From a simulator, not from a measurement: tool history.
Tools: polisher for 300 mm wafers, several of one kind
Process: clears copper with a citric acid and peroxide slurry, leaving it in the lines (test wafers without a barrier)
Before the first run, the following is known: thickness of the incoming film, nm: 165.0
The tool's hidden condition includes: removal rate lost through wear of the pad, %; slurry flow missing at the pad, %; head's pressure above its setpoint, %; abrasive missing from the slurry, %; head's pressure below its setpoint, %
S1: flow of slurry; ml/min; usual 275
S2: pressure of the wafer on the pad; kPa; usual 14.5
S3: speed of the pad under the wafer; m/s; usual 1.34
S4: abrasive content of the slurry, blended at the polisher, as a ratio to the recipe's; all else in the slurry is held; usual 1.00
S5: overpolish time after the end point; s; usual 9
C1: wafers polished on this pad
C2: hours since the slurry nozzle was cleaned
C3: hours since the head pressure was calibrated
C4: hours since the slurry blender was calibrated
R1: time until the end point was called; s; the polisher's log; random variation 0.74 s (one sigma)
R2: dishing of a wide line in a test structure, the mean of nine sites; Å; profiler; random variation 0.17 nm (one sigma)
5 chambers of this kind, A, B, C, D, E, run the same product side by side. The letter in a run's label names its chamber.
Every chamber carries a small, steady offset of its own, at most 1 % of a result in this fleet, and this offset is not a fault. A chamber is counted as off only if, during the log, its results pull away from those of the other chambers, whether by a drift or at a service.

run   hour   S1    S2    S3    S4  S5    C1     C2      C3     C4       R1       R2
       0.6  -- chamber B: worn pad replaced by a new one
 1E    3.5  275  14.5  1.34  1.00   9   148  128.5  1156.5   11.3   78.219  108.970
       4.4  -- chamber E: head pressure recalibrated
 2C    6.2  275  14.5  1.34  1.00   9   257  158.1   914.6  273.9   77.643  111.870
       9.0  -- chamber A: worn pad replaced by a new one
 3A    9.6  275  14.5  1.34  1.00   9     7   14.5  1108.4   34.0   78.171  110.050
 4D   13.9  275  14.5  1.34  1.00   9   514  161.0   110.0   96.4   78.099  107.750
 5B   18.3  275  14.5  1.72  1.00  12   185   49.8   688.0  374.8   59.881  150.760
 6A   22.1  275  14.5  1.72  1.00  12   138   27.0  1120.9   46.5   60.903  151.320
 7B   25.0  275  14.5  1.72  1.00  12   256   56.5   694.7  381.5   59.773  157.460
 8C   28.8  275  14.5  1.72  1.00  12   495  180.7   937.2  296.5   60.812  151.690
      31.0  -- chamber D: slurry blender recalibrated
      32.3  -- chamber D: worn pad replaced by a new one
 9D   32.9  275  14.5  1.72  1.00  12     6  180.0   129.0    2.0   60.954  149.290
10E   37.4  275  14.5  1.34  1.00   9   504  162.4    33.1   45.2   76.787  109.310
11E   39.9  275  14.5  1.34  1.00   9   530  164.9    35.6   47.7   78.742  111.960
12B   43.9  275  14.5  1.34  1.00   9   454   75.4   713.6  400.4   76.606  108.990
13C   46.7  275  14.5  1.34  1.00   9   682  198.6   955.1  314.4   77.523  110.290
14A   49.5  275  14.5  1.34  1.00   9   425   54.4  1148.3   73.9   78.065  108.300
15D   54.2  275  14.5  1.34  1.00   9   230  201.3   150.3   23.3   77.601  109.590
      55.0  -- chamber E: worn pad replaced by a new one
16B   58.6  275  14.5  1.34  1.00   9   608   90.1   728.3  415.1   77.795  112.060
      59.0  -- chamber B: slurry blender recalibrated
17D   63.4  275  14.5  1.34  1.00   9   326  210.5   159.5   32.5   79.022  107.650
18C   66.2  275  14.5  1.34  1.00   9   887  218.1   974.6  333.9   76.656  108.630
19A   70.4  275  14.5  1.34  1.00   9   644   75.3  1169.2   94.8   77.792  111.990
20E   72.8  275  14.5  1.34  1.00   9   187  197.8    68.5   80.6   78.049  110.200
      73.9  -- chamber C: head pressure recalibrated
21A   75.7  275  17.9  0.90  1.00   9   700   80.6  1174.5  100.1   94.827   99.264
      78.4  -- chamber A: worn pad replaced by a new one
22D   79.8  275  17.9  0.90  1.00   9   498  226.9   175.9   48.9   92.632   97.760
23C   82.7  275  17.9  0.90  1.00   9  1060  234.6     8.8  350.4  103.050   87.495
24B   86.8  275  17.9  0.90  1.00   9   904  118.3   756.5   27.9   93.074   98.707
25E   90.0  275  17.9  0.90  1.00   9   367  215.0    85.7   97.8   93.532   97.609
26A   94.2  275  14.5  1.34  1.00   9   165   99.1  1193.0  118.6   78.146  109.130
27E   98.9  275  14.5  1.34  1.00   9   461  223.9    94.6  106.7   77.545  108.350
     101.4  -- chamber D: worn pad replaced by a new one
28C  101.8  275  16.5  1.34  0.85   9  1260  253.7    27.9  369.5   77.422  108.860
29D  105.8  275  16.5  1.34  0.85   9    46  252.9   201.9   74.9   70.250  114.920
30B  109.3  275  16.5  1.34  0.85   9  1140  140.8   779.0   50.4   70.727  116.420
     111.3  -- chamber C: worn pad replaced by a new one
31B  112.7  275  16.5  1.34  0.85   9  1176  144.2   782.4   53.8   70.826  117.470
     115.0  -- chamber E: slurry blender recalibrated
32E  115.2  275  16.5  1.34  0.85   9   632  240.2   110.9    0.2   70.671  116.250
33A  119.0  275  14.5  1.34  1.00   9   425  123.9  1217.8  143.4   77.537  112.590
     119.6  -- chamber E: worn pad replaced by a new one
     120.8  -- chamber B: worn pad replaced by a new one
34D  122.5  275  14.5  1.34  1.00   9   221  269.6   218.6   91.6   77.636  109.090
35C  127.0  275  14.5  1.34  1.00   9   165  278.9    53.1  394.7   84.320  104.820
36B  130.2  275  14.5  1.34  1.00   9    99  161.7   799.9   71.3   78.233  109.730
     130.5  -- chamber D: slurry blender recalibrated
37D  134.1  275  14.5  1.34  1.00   9   343  281.2   230.2    3.7   77.748  110.440
38C  138.6  275  14.5  1.34  1.00   9   287  290.5    64.7  406.3   84.176  102.250
39E  143.3  275  14.5  1.34  1.00  11   249  268.3   139.0   28.3   78.425  127.280
40A  145.9  275  14.5  1.34  1.00  11   708  150.8  1244.7  170.3   77.415  124.370
41E  148.2  275  14.5  1.34  1.00  11   300  273.2   143.9   33.2   77.513  123.870
     151.4  -- chamber A: worn pad replaced by a new one
42D  152.4  275  14.5  1.34  1.00  11   535  299.5   248.5   22.0   77.037  126.190
43C  155.5  275  14.5  1.34  1.00  11   464  307.4    81.6  423.2   85.372  116.420
44A  158.5  275  14.5  0.94  1.00   9    74  163.4  1257.3  182.9  108.940   86.084

Next, all 5 chambers run the settings below, one line each with question marks for the results. What does each chamber give?
45A  162.2  275  14.5  1.34  1.00   9                   ?   ?
45B  162.2  275  14.5  1.34  1.00   9                   ?   ?
45C  162.2  275  14.5  1.34  1.00   9                   ?   ?
45D  162.2  275  14.5  1.34  1.00   9                   ?   ?
45E  162.2  275  14.5  1.34  1.00   9                   ?   ?

run      R1       R2
45A  77.749  106.230
45B  77.343  111.840
45C  83.954  101.750
45D  79.777  108.770
45E  77.840  110.390

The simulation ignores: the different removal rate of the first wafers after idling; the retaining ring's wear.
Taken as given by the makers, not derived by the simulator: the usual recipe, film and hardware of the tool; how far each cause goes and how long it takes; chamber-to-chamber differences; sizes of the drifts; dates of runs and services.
